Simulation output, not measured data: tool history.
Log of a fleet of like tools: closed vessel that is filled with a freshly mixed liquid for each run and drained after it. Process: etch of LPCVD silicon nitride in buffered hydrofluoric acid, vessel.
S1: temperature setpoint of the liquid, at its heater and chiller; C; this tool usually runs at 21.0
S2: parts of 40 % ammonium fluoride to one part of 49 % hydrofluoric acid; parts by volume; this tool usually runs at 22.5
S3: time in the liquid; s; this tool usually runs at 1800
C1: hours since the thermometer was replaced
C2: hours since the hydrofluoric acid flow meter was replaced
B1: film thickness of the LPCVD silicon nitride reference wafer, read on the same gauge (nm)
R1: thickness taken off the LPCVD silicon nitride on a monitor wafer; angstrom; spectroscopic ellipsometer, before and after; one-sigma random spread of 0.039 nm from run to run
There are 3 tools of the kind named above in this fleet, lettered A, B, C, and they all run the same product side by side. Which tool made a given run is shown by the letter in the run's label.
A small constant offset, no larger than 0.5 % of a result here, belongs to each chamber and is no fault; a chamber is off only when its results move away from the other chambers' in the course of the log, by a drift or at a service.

run	hour	S1	S2	S3	C1	C2	B1	R1
1A	8.1	21.0	22.5	1800	776.4	489.1	79.983	90.520
2C	16.5	21.0	22.5	1800	389.4	1778.2	80.046	90.532
3B	21.2	21.0	22.5	1800	507.1	504.9	79.990	90.184
4C	25.7	21.0	22.5	1800	398.6	1787.4	80.033	91.235
5A	33.1	21.0	22.5	1800	801.4	514.1	80.015	89.867
6B	41.4	21.0	22.5	1800	527.3	525.1	79.978	89.836
7C	49.5	21.0	22.5	1800	422.4	1811.2	79.999	90.198
8B	58.3	21.0	22.5	1800	544.2	542.0	79.994	90.523
9A	64.1	21.0	22.5	1800	832.4	545.1	79.984	90.824
10A	72.9	21.0	22.5	1800	841.2	553.9	80.011	90.298
11B	81.1	21.0	22.5	1800	567.0	564.8	80.021	89.970
12C	89.6	21.0	22.5	1800	462.5	1851.3	79.982	90.528
13A	98.4	21.0	22.5	1800	866.7	579.4	79.958	89.110
14C	107.8	21.0	22.5	1800	480.7	1869.5	80.001	90.545
15B	113.7	21.0	22.5	1800	599.6	597.4	80.005	89.694
16A	119.2	22.5	27.0	1800	887.5	600.2	80.024	86.293
17C	125.0	22.5	27.0	1800	497.9	1886.7	79.983	87.053
18B	131.3	22.5	27.0	1800	617.2	615.0	80.025	85.383
19A	139.3	21.0	22.5	1800	907.6	620.3	80.027	90.220
20C	148.2	21.0	22.5	1800	521.1	1909.9	80.006	91.481
21B	153.4	21.0	22.5	1800	639.3	637.1	79.995	89.171
22C	163.2	21.0	22.5	1800	536.1	1924.9	80.023	90.660
23B	170.3	21.0	22.5	1800	656.2	654.0	79.992	88.863
24A	180.2	21.0	22.5	1800	948.5	661.2	80.026	89.911
25A	184.5	21.0	22.5	1800	952.8	665.5	80.012	90.058
26C	191.6	21.0	22.5	1800	564.5	1953.3	79.983	90.657
27B	200.3	21.0	22.5	1800	686.2	684.0	79.984	88.176
28A	209.2	21.0	22.5	1800	977.5	690.2	80.026	89.982
29B	216.5	19.0	22.5	1800	702.4	700.2	80.050	78.027
30C	222.7	19.0	22.5	1800	595.6	1984.4	80.009	80.994
31A	232.2	19.0	22.5	1800	1000.5	713.2	79.993	80.622
32C	240.5	21.0	22.5	1800	613.4	2002.2	80.006	90.729
33B	245.6	21.0	22.5	1800	731.5	729.3	80.050	87.154
34B	250.1	21.0	22.5	1800	736.0	733.8	79.976	86.963
35A	255.3	21.0	22.5	1800	1023.6	736.3	79.995	89.385
36C	259.5	21.0	22.5	1800	632.4	2021.2	80.032	90.467
37A	265.2	21.0	22.5	1800	1033.5	746.2	79.969	90.743
38B	271.7	21.0	22.5	1800	757.6	755.4	80.002	87.030
39C	278.5	21.0	22.5	1800	651.4	2040.2	80.020	90.794
40C	284.8	21.0	22.5	1800	657.7	2046.5	80.023	91.096
41A	290.8	21.0	22.5	1800	1059.1	771.8	79.980	90.396

Is one chamber off against the others, does the gauge drift, or is nothing wrong? If a chamber is off, say which, and what the likeliest cause is.

Chamber B drifts away from the others.
Most likely cause: hydrofluoric acid flow below the setpoint (%) = 6.61.
The log might look much the same if the cause were instead: liquid colder than its thermometer reads (K).

Chamber B could run next with any of the 4 candidate recipes listed below; each alters the usual settings, and their results appear as question marks. Which one brings its results back in line with what the other chambers deliver on the usual settings?
Allowed miss from the other chambers' usual-settings mean, per result, to count as in line: R1 1.400 angstrom
42B-1	297.8	21.0	23.0	1735				?
42B-2	297.8	21.0	22.0	1875				?
42B-3	297.8	20.5	22.5	1675				?
42B-4	297.8	21.0	22.5	1980				?

The other chambers' mean on the usual settings: R1 90.447 angstrom
run	R1
42B-1	81.733
42B-2	91.087
42B-3	77.904
42B-4	94.703
42B-2 puts the chamber back in line with the other chambers.

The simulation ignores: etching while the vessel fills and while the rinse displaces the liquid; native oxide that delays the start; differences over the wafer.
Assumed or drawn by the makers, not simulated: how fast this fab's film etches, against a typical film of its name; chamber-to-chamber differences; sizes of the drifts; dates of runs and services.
